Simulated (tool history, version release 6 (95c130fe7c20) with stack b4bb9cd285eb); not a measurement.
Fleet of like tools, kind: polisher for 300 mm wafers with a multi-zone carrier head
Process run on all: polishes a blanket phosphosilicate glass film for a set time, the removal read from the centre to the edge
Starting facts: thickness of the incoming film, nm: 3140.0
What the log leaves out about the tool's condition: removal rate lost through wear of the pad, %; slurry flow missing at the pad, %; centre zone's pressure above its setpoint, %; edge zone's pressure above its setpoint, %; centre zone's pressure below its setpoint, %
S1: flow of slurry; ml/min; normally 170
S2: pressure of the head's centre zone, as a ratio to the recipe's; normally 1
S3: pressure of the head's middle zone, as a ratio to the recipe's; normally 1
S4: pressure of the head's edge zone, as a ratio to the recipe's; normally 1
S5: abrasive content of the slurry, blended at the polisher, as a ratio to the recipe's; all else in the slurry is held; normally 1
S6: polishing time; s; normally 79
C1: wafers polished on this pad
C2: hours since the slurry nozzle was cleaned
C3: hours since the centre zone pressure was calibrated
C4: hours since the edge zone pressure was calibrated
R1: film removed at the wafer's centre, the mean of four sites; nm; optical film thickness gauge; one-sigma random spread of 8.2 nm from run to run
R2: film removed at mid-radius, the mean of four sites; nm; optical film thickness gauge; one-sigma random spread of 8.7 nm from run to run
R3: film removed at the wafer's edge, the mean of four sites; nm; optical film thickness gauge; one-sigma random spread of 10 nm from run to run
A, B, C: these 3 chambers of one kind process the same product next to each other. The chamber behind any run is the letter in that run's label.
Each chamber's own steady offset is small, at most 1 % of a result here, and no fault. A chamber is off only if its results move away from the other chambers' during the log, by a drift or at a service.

run     day   S1    S2  S3    S4  S5  S6    C1     C2     C3     C4      R1      R2      R3
 1C   0.421  170     1   1     1   1  79   415   15.1   33.3  299.9  707.47  717.35  690.34
      0.696  -- chamber B: edge zone pressure recalibrated
      0.717  -- chamber C: edge zone pressure recalibrated
 2A   0.967  170     1   1     1   1  79   506  221.9  396.2  290.8  704.15  707.62   708.4
 3B   1.292  170     1   1     1   1  79  1198  384.9  201.1   14.3     704  692.62  676.51
 4C   1.862  170     1   1     1   1  79   668   49.7   67.9   27.6  689.46  699.69  695.85
      1.988  -- chamber B: worn pad replaced by a new one
 5A   2.396  170     1   1     1   1  79   757  256.2  430.5  325.1   710.3  699.55  693.79
 6B   2.958  170     1   1     1   1  79   170  424.9  241.1   54.3  709.55  705.74  693.82
      2.992  -- chamber A: worn pad replaced by a new one
 7B   3.433  170     1   1     1   1  79   254  436.3  252.5   65.7  693.13  681.52  697.23
 8A   3.725  170     1   1     1   1  79   129  288.1  462.4    357  703.92  694.03  700.44
 9C   4.208  170     1   1  1.08   1  79  1081    106  124.2   83.9  701.19  711.02  715.66
10C   4.658  170     1   1  1.08   1  79  1160  116.8    135   94.7  706.53  711.09  712.35
      5.062  -- chamber A: slurry nozzle cleaned
11B   5.175  170     1   1  1.08   1  79   560  478.1  294.3  107.5  699.57     700  724.27
12A   5.521  170     1   1     1   1  79   444   11.1  505.5  400.1  690.88  694.38  718.06
13B    5.85  170  0.96   1  1.11   1  79   679  494.3  310.5  123.7   669.9  685.13  743.39
14A   6.446  170  0.96   1  1.11   1  79   607   33.3  527.7  422.3  682.25  697.61  726.91
15C   6.871  170  0.96   1  1.11   1  79  1549  169.9  188.1  147.8  663.44  686.98  722.25
16A   7.188  170     1   1     1   1  79   738   51.1  545.5  440.1  715.86  694.06   709.9
       7.25  -- chamber A: edge zone pressure recalibrated
      7.392  -- chamber A: worn pad replaced by a new one
17C   7.746  170     1   1     1   1  79  1703  190.9  209.1  168.8  681.72  670.35  680.96
      8.062  -- chamber B: slurry nozzle cleaned
18B   8.342  170     1   1     1   1  79  1117    6.8  370.3  183.5  703.22  696.07  685.11
19B   8.779  170     1   1     1   1  79  1194   17.3  380.8    194  702.75  699.08  691.86
20A   9.092  170     1   1     1   1  79   299   96.8  591.2   44.3  715.32  698.68  690.86
21C   9.379  170     1   1     1   1  79  1990  230.1  248.3    208  681.53  667.21  671.02
      9.438  -- chamber B: worn pad replaced by a new one
22B   9.829  170     1   1     1   1  79    69   42.5    406  219.2  706.98   687.1  709.04
23A   10.35  170     1   1     1   1  79   520    127  621.4   74.5  721.58  693.06  687.27
24C  10.879  170     1   1     1   1  79  2254  266.1  284.3    244  666.12  679.29  678.53
25C  11.288  170     1   1     1   1  79  2325  275.9  294.1  253.8  665.31  677.93  679.03
26B    11.6  170     1   1     1   1  79   380     85  448.5  261.7  698.74  693.34  708.95
27A  11.888  170     1   1     1   1  79   791  163.9  658.3  111.4  714.78  708.71  685.64
     12.054  -- chamber A: worn pad replaced by a new one
28A  12.238  170     1   1     1   1  79    32  172.3  666.7  119.8  721.11  689.79  701.19
29C  12.675  170     1   1     1   1  79  2569  309.2  327.4  287.1  676.81  670.86  674.64
30B  13.088  170     1   1     1   1  79   642  120.7  484.2  297.4  693.68  686.34  690.85
     13.404  -- chamber C: slurry nozzle cleaned
     13.508  -- chamber B: centre zone pressure recalibrated
31C  13.575  170     1   1     1   1  79  2728    4.1    349  308.7  666.56  660.93  635.95
32A  14.033  170     1   1     1   1  79   348  215.4  709.8  162.9  703.51  699.57  704.32
33B  14.567  170     1   1     1   1  79   902  156.2   25.5  332.9  715.46  691.66   697.1
34C  15.075  170     1   1     1   1  79  2991   40.1    385  344.7   659.4  649.77  653.96
35A  15.388  170     1   1     1   1  79   586  247.9  742.3  195.4  722.64  695.05  707.75

Predict what each chamber gives when all 3 of them run the settings below next.
36A  15.817  170   1   1   1   1  79                   ?   ?   ?
36B  15.817  170   1   1   1   1  79                   ?   ?   ?
36C  15.817  170   1   1   1   1  79                   ?   ?   ?

run      R1      R2      R3
36A  707.92  707.81  696.78
36B  708.64  684.43  700.88
36C  637.93  633.75  655.19
